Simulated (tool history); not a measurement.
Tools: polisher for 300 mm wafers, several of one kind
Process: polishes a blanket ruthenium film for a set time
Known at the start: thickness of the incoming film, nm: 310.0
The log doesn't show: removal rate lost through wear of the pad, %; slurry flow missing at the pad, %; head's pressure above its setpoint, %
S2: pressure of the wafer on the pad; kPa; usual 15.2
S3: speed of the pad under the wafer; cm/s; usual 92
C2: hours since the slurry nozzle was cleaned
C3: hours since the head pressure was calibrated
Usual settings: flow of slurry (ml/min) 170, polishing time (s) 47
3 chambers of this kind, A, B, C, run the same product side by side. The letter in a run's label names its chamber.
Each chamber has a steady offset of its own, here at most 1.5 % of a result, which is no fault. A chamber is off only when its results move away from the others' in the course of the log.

-- hour=1.0 chamber B: worn pad replaced by a new one
run 1B hour=4.6 | flow_of_slurry_(ml/min)=170 S2=15.2 S3=92 polishing_time_(s)=47 | wafers_polished_on_this_pad=27 C2=159.9 C3=795.0 | film_removed_(nm)=43.622
run 2A hour=8.6 | flow_of_slurry_(ml/min)=170 S2=15.2 S3=92 polishing_time_(s)=47 | wafers_polished_on_this_pad=1339 C2=128.9 C3=533.3 | film_removed_(nm)=42.945
-- hour=9.7 chamber C: worn pad replaced by a new one
run 3C hour=12.4 | flow_of_slurry_(ml/min)=170 S2=15.2 S3=92 polishing_time_(s)=47 | wafers_polished_on_this_pad=20 C2=401.7 C3=498.9 | film_removed_(nm)=42.993
run 4B hour=17.0 | flow_of_slurry_(ml/min)=170 S2=15.2 S3=92 polishing_time_(s)=47 | wafers_polished_on_this_pad=118 C2=172.3 C3=807.4 | film_removed_(nm)=44.267
-- hour=18.0 chamber A: worn pad replaced by a new one
run 5A hour=20.7 | flow_of_slurry_(ml/min)=170 S2=15.2 S3=92 polishing_time_(s)=47 | wafers_polished_on_this_pad=20 C2=141.0 C3=545.4 | film_removed_(nm)=43.426
run 6C hour=25.7 | flow_of_slurry_(ml/min)=170 S2=15.2 S3=92 polishing_time_(s)=47 | wafers_polished_on_this_pad=118 C2=415.0 C3=512.2 | film_removed_(nm)=43.278
run 7B hour=28.9 | flow_of_slurry_(ml/min)=170 S2=15.2 S3=92 polishing_time_(s)=47 | wafers_polished_on_this_pad=206 C2=184.2 C3=819.3 | film_removed_(nm)=43.986
run 8A hour=31.5 | flow_of_slurry_(ml/min)=150 S2=15.2 S3=92 polishing_time_(s)=47 | wafers_polished_on_this_pad=99 C2=151.8 C3=556.2 | film_removed_(nm)=41.818
run 9C hour=34.7 | flow_of_slurry_(ml/min)=150 S2=15.2 S3=92 polishing_time_(s)=47 | wafers_polished_on_this_pad=185 C2=424.0 C3=521.2 | film_removed_(nm)=42.573
-- hour=39.2 chamber C: slurry nozzle cleaned
run 10C hour=39.4 | flow_of_slurry_(ml/min)=150 S2=15.2 S3=92 polishing_time_(s)=47 | wafers_polished_on_this_pad=220 C2=0.2 C3=525.9 | film_removed_(nm)=43.351
run 11B hour=42.4 | flow_of_slurry_(ml/min)=170 S2=15.2 S3=118 polishing_time_(s)=47 | wafers_polished_on_this_pad=306 C2=197.7 C3=832.8 | film_removed_(nm)=56.583
run 12A hour=45.4 | flow_of_slurry_(ml/min)=170 S2=15.2 S3=118 polishing_time_(s)=47 | wafers_polished_on_this_pad=202 C2=165.7 C3=570.1 | film_removed_(nm)=55.466
run 13C hour=49.7 | flow_of_slurry_(ml/min)=170 S2=15.2 S3=118 polishing_time_(s)=47 | wafers_polished_on_this_pad=296 C2=10.5 C3=536.2 | film_removed_(nm)=56.580
run 14A hour=52.1 | flow_of_slurry_(ml/min)=170 S2=15.2 S3=92 polishing_time_(s)=47 | wafers_polished_on_this_pad=252 C2=172.4 C3=576.8 | film_removed_(nm)=43.096
run 15B hour=56.0 | flow_of_slurry_(ml/min)=170 S2=15.2 S3=92 polishing_time_(s)=47 | wafers_polished_on_this_pad=407 C2=211.3 C3=846.4 | film_removed_(nm)=43.720
run 16A hour=60.5 | flow_of_slurry_(ml/min)=170 S2=15.2 S3=92 polishing_time_(s)=47 | wafers_polished_on_this_pad=314 C2=180.8 C3=585.2 | film_removed_(nm)=42.974
run 17B hour=64.8 | flow_of_slurry_(ml/min)=170 S2=15.2 S3=92 polishing_time_(s)=47 | wafers_polished_on_this_pad=472 C2=220.1 C3=855.2 | film_removed_(nm)=43.863
run 18C hour=67.7 | flow_of_slurry_(ml/min)=170 S2=15.2 S3=92 polishing_time_(s)=47 | wafers_polished_on_this_pad=429 C2=28.5 C3=554.2 | film_removed_(nm)=45.097
run 19B hour=71.7 | flow_of_slurry_(ml/min)=170 S2=15.2 S3=92 polishing_time_(s)=47 | wafers_polished_on_this_pad=523 C2=227.0 C3=862.1 | film_removed_(nm)=44.227
run 20A hour=75.1 | flow_of_slurry_(ml/min)=170 S2=15.2 S3=92 polishing_time_(s)=47 | wafers_polished_on_this_pad=422 C2=195.4 C3=599.8 | film_removed_(nm)=43.310

Is one chamber off against the others, does the gauge drift, or is nothing wrong? If a chamber is off, say which, and what the likeliest cause is.

Chamber C drifts away from the others.
Cause: head's pressure above its setpoint, % = 5.85.

Here are 4 candidates for chamber C's next run, each the usual settings with a change, their results left as question marks. Which one brings its results back in line with what the others give on the usual settings?
In line means no further than this from the other chambers' mean on the usual settings: film removed (nm) 0.970
run 21C-1 hour=78.7 | flow_of_slurry_(ml/min)=170 S2=15.2 S3=102 polishing_time_(s)=47 | film_removed_(nm)=?
run 21C-2 hour=78.7 | flow_of_slurry_(ml/min)=170 S2=14.5 S3=92 polishing_time_(s)=47 | film_removed_(nm)=?
run 21C-3 hour=78.7 | flow_of_slurry_(ml/min)=170 S2=14.5 S3=88 polishing_time_(s)=47 | film_removed_(nm)=?
run 21C-4 hour=78.7 | flow_of_slurry_(ml/min)=170 S2=15.2 S3=98 polishing_time_(s)=47 | film_removed_(nm)=?

The other chambers' mean on the usual settings: film removed (nm) 43.469
run=21C-1 film_removed_(nm)=50.979
run=21C-2 film_removed_(nm)=43.955
run=21C-3 film_removed_(nm)=42.072
run=21C-4 film_removed_(nm)=49.007
21C-2 brings the chamber back in line.
